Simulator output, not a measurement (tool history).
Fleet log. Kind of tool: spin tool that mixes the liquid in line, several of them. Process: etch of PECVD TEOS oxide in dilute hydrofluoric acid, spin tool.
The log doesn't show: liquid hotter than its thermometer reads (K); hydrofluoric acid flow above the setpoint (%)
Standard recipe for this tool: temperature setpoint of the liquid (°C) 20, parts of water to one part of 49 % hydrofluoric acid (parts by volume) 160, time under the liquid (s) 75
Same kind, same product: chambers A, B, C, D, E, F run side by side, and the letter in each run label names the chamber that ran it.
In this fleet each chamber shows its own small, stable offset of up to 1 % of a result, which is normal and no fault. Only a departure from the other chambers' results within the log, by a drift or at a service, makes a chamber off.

run   hour  temperature setpoint of the liquid (°C)  parts of water to one part of 49 % hydrofluoric acid (parts by volume)  time under the liquid (s)  hours since the thermometer was replaced  hours since the hydrofluoric acid flow meter was replaced  read-back film thickness of the PECVD TEOS oxide reference wafer, read on the same gauge (nm)  thickness taken off the PECVD TEOS oxide on a monitor wafer (Å)
 1C    5.5                                       20                                                                     160                         75                                     701.9                                                       72.4                                                                                         39.992                                                           43.673
 2E   11.4                                       20                                                                     160                         75                                     155.9                                                      546.8                                                                                         40.012                                                           44.136
 3D   23.8                                       20                                                                     160                         75                                       757                                                      189.2                                                                                         39.996                                                           43.991
 4F   34.9                                       20                                                                     160                         75                                     732.3                                                      354.3                                                                                         39.996                                                           44.336
 5B   42.5                                       18                                                                     160                         30                                     546.6                                                      557.5                                                                                         39.981                                                           16.222
 6A     54                                       18                                                                     160                         30                                     162.7                                                     1183.4                                                                                          39.99                                                           16.179
 7B   59.9                                       18                                                                     160                         30                                       564                                                      574.9                                                                                         40.022                                                           16.283
 8A     70                                       18                                                                     160                         30                                     178.7                                                     1199.4                                                                                         40.029                                                           16.143
 9E   79.6                                       18                                                                     160                         30                                     224.1                                                        615                                                                                         39.999                                                           16.107
10D   86.2                                       18                                                                     160                         30                                     819.4                                                      251.6                                                                                         40.011                                                           16.447
11F   93.9                                       20                                                                     160                         75                                     791.3                                                      413.3                                                                                         39.998                                                           44.492
12C  101.7                                       20                                                                     160                         75                                     798.1                                                      168.6                                                                                         39.996                                                           43.881
13C  113.5                                       20                                                                     160                         75                                     809.9                                                      180.4                                                                                         40.023                                                           44.284
14D  123.5                                     24.5                                                                     160                         75                                     856.7                                                      288.9                                                                                         40.012                                                            51.98
15A  130.4                                     24.5                                                                     160                         75                                     239.1                                                     1259.8                                                                                         40.033                                                           52.696
16E  138.7                                     24.5                                                                     160                         75                                     283.2                                                      674.1                                                                                             40                                                           52.418
     140.5  -- chamber A: hydrofluoric acid flow meter replaced
17F  146.6                                     24.5                                                                     160                         75                                       844                                                        466                                                                                         40.018                                                           53.072
18B  155.8                                     24.5                                                                     160                         75                                     659.9                                                      670.8                                                                                         40.013                                                           52.233
19D  162.9                                     24.5                                                                     160                         75                                     896.1                                                      328.3                                                                                         39.994                                                           52.806
20B  175.3                                       20                                                                     160                         75                                     679.4                                                      690.3                                                                                         39.989                                                           43.894
21C  181.5                                       20                                                                     160                         75                                     877.9                                                      248.4                                                                                          39.99                                                           43.824
     189.4  -- chamber B: thermometer replaced
22A  190.3                                       20                                                                     160                         75                                       299                                                       49.8                                                                                         40.006                                                           43.289
23F  195.6                                     18.5                                                                     160                         40                                       893                                                        515                                                                                         40.005                                                           22.873
24E  207.7                                     18.5                                                                     160                         40                                     352.2                                                      743.1                                                                                         39.986                                                           22.204
25D  219.6                                     18.5                                                                     160                         40                                     952.8                                                        385                                                                                          40.01                                                           22.256
26A  227.4                                     18.5                                                                     160                         40                                     336.1                                                       86.9                                                                                         40.011                                                           21.926
27B  238.1                                     18.5                                                                     160                         40                                      48.8                                                      753.1                                                                                         40.016                                                            22.23
28F  248.5                                     18.5                                                                     160                         40                                     945.9                                                      567.9                                                                                         40.032                                                           22.652
     251.6  -- chamber D: thermometer replaced
29E  256.3                                       20                                                                     160                         75                                     400.8                                                      791.7                                                                                          39.97                                                           44.652
30C  268.2                                       20                                                                     160                         75                                     964.6                                                      335.1                                                                                         39.996                                                           43.489
31B  274.3                                       20                                                                     160                         75                                        85                                                      789.3                                                                                         40.005                                                           43.974
32C  279.8                                       20                                                                     160                         75                                     976.2                                                      346.7                                                                                         39.988                                                           44.113
33F  286.4                                       20                                                                     160                         75                                     983.8                                                      605.8                                                                                         39.997                                                           46.639
34D  296.5                                       20                                                                     120                         60                                        45                                                      461.9                                                                                         40.013                                                            48.86
35E  305.8                                       20                                                                     120                         60                                     450.3                                                      841.2                                                                                          39.99                                                            49.26
36A  315.2                                       20                                                                     120                         60                                     423.9                                                      174.7                                                                                         40.014                                                           48.621
37B  325.4                                       20                                                                     120                         60                                     136.1                                                      840.4                                                                                         39.976                                                           48.793

The same settings go to every chamber for the next run, one line per chamber below. Forecast the results for each:
38A  334.3                                       17                                                                     160                         75                                                                                                                                                                                                                                                                    ?
38B  334.3                                       17                                                                     160                         75                                                                                                                                                                                                                                                                    ?
38C  334.3                                       17                                                                     160                         75                                                                                                                                                                                                                                                                    ?
38D  334.3                                       17                                                                     160                         75                                                                                                                                                                                                                                                                    ?
38E  334.3                                       17                                                                     160                         75                                                                                                                                                                                                                                                                    ?
38F  334.3                                       17                                                                     160                         75                                                                                                                                                                                                                                                                    ?

run  thickness taken off the PECVD TEOS oxide on a monitor wafer (Å)
38A                                                           38.378
38B                                                           38.733
38C                                                           38.448
38D                                                             38.8
38E                                                           39.601
38F                                                           40.937

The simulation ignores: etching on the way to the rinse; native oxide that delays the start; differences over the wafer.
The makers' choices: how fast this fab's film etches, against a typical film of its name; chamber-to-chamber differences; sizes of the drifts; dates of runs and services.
